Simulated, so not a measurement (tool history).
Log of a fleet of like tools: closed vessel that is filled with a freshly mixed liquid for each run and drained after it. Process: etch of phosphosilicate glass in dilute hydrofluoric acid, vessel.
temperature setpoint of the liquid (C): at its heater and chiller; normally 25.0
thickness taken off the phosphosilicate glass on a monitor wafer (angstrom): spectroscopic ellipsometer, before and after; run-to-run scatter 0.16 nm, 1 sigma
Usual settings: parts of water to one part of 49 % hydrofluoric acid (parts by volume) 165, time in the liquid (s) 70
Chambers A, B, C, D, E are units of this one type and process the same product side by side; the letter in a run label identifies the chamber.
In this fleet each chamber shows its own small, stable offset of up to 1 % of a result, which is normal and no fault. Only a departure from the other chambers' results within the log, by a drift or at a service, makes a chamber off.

run	hour	temperature setpoint of the liquid (C)	parts of water to one part of 49 % hydrofluoric acid (parts by volume)	time in the liquid (s)	hours since the thermometer was replaced	hours since the hydrofluoric acid flow meter was replaced	read-back film thickness of the phosphosilicate glass reference wafer, read on the same gauge (nm)	thickness taken off the phosphosilicate glass on a monitor wafer (angstrom)
1D	7.9	25.0	165	70	439.1	949.8	99.975	351.80
2A	20.2	25.0	165	70	943.5	778.4	100.010	356.27
3B	30.1	25.0	165	70	40.7	260.8	99.996	352.73
4C	36.9	25.0	165	70	1014.2	535.8	99.996	351.85
5E	47.8	25.0	165	70	263.7	324.2	100.010	351.42
6C	56.1	25.0	165	70	1033.4	555.0	100.000	352.45
7A	63.6	25.0	165	70	986.9	821.8	100.000	354.45
8D	71.3	25.0	165	70	502.5	1013.2	100.000	350.91
9E	78.0	25.0	165	70	293.9	354.4	99.996	352.02
10B	89.5	25.0	165	70	100.1	320.2	99.980	346.68
11E	96.9	25.0	165	70	312.8	373.3	100.030	351.75
12D	107.8	25.0	165	70	539.0	1049.7	99.982	351.88
13B	113.9	25.0	165	70	124.5	344.6	99.988	353.04
14C	122.7	25.0	165	70	1100.0	621.6	100.030	357.24
15A	133.4	25.0	105	105	1056.7	891.6	100.040	880.65
# hour 139.0: chamber A: thermometer replaced
16B	144.0	25.0	105	105	154.6	374.7	100.000	903.07
17A	152.4	25.0	105	105	13.5	910.6	99.990	881.39
18E	159.2	25.0	105	105	375.1	435.6	100.020	883.02
# hour 169.4: chamber E: hydrofluoric acid flow meter replaced
19C	171.7	25.0	105	105	1149.0	670.6	99.986	893.49
20D	184.3	22.5	230	70	615.5	1126.2	99.998	216.29
21B	191.9	22.5	230	70	202.5	422.6	100.000	213.01
22C	201.9	22.5	230	70	1179.2	700.8	100.020	214.63
23A	208.3	22.5	230	70	69.4	966.5	99.978	216.59
24D	215.1	22.5	230	70	646.3	1157.0	99.980	218.16
25E	226.0	25.0	165	70	441.9	56.7	99.975	351.52
26A	232.2	25.0	165	70	93.3	990.4	100.030	352.19
27B	244.4	29.5	165	105	255.0	475.1	100.010	615.91
28C	251.2	29.5	165	105	1228.5	750.1	99.979	624.92
29E	262.0	29.5	165	105	477.9	92.7	100.030	618.95
30D	268.0	29.5	165	105	699.2	1209.9	100.020	647.55
# hour 271.9: chamber C: thermometer replaced
31B	275.4	29.5	165	105	286.0	506.1	99.976	619.94
32D	282.5	25.0	165	70	713.7	1224.4	99.968	366.71
33E	292.3	25.0	165	70	508.2	123.0	100.020	347.98
34A	299.1	29.0	205	70	160.2	1057.3	100.010	312.19
35C	306.5	29.0	205	70	34.7	805.4	99.987	312.87
36C	317.5	29.0	205	70	45.7	816.4	99.987	312.56
37A	328.1	29.0	205	70	189.2	1086.3	99.966	316.57
38E	334.8	29.0	205	70	550.7	165.5	100.030	313.35
39D	341.9	25.0	165	70	773.1	1283.8	99.995	366.28
40B	350.5	25.0	165	70	361.1	581.2	100.010	350.70
41B	356.4	25.0	165	70	367.0	587.1	99.976	349.60
42C	368.9	25.0	165	70	97.1	867.8	99.989	353.03

Is one chamber out of step, is the gauge drifting, or do the chambers differ by no more than their own small offsets? For an off chamber, give its letter and the likeliest cause.

One chamber, D, drifts off from the rest bit by bit.
Cause: hydrofluoric acid flow above the setpoint (%) = 4.85.
The log may not separate it from: liquid hotter than its thermometer reads (K).

Which of the 4 candidates below, each the usual settings with something changed and its results left as question marks, puts chamber D back in line with what the other chambers give on the usual settings?
To be in line, a result may differ from the other chambers' mean on the usual settings by at most: thickness taken off the phosphosilicate glass on a monitor wafer (angstrom) 5.50
43D-1	378.2	26.5	165	70				?
43D-2	378.2	23.5	165	70				?
43D-3	378.2	25.5	165	75				?
43D-4	378.2	23.0	165	70				?

Mean of the other chambers on the usual settings: thickness taken off the phosphosilicate glass on a monitor wafer (angstrom) 351.85
run	thickness taken off the phosphosilicate glass on a monitor wafer (angstrom)
43D-1	393.19
43D-2	350.71
43D-3	405.74
43D-4	343.92
Change 43D-2 lands the chamber within the allowed miss of the other chambers.

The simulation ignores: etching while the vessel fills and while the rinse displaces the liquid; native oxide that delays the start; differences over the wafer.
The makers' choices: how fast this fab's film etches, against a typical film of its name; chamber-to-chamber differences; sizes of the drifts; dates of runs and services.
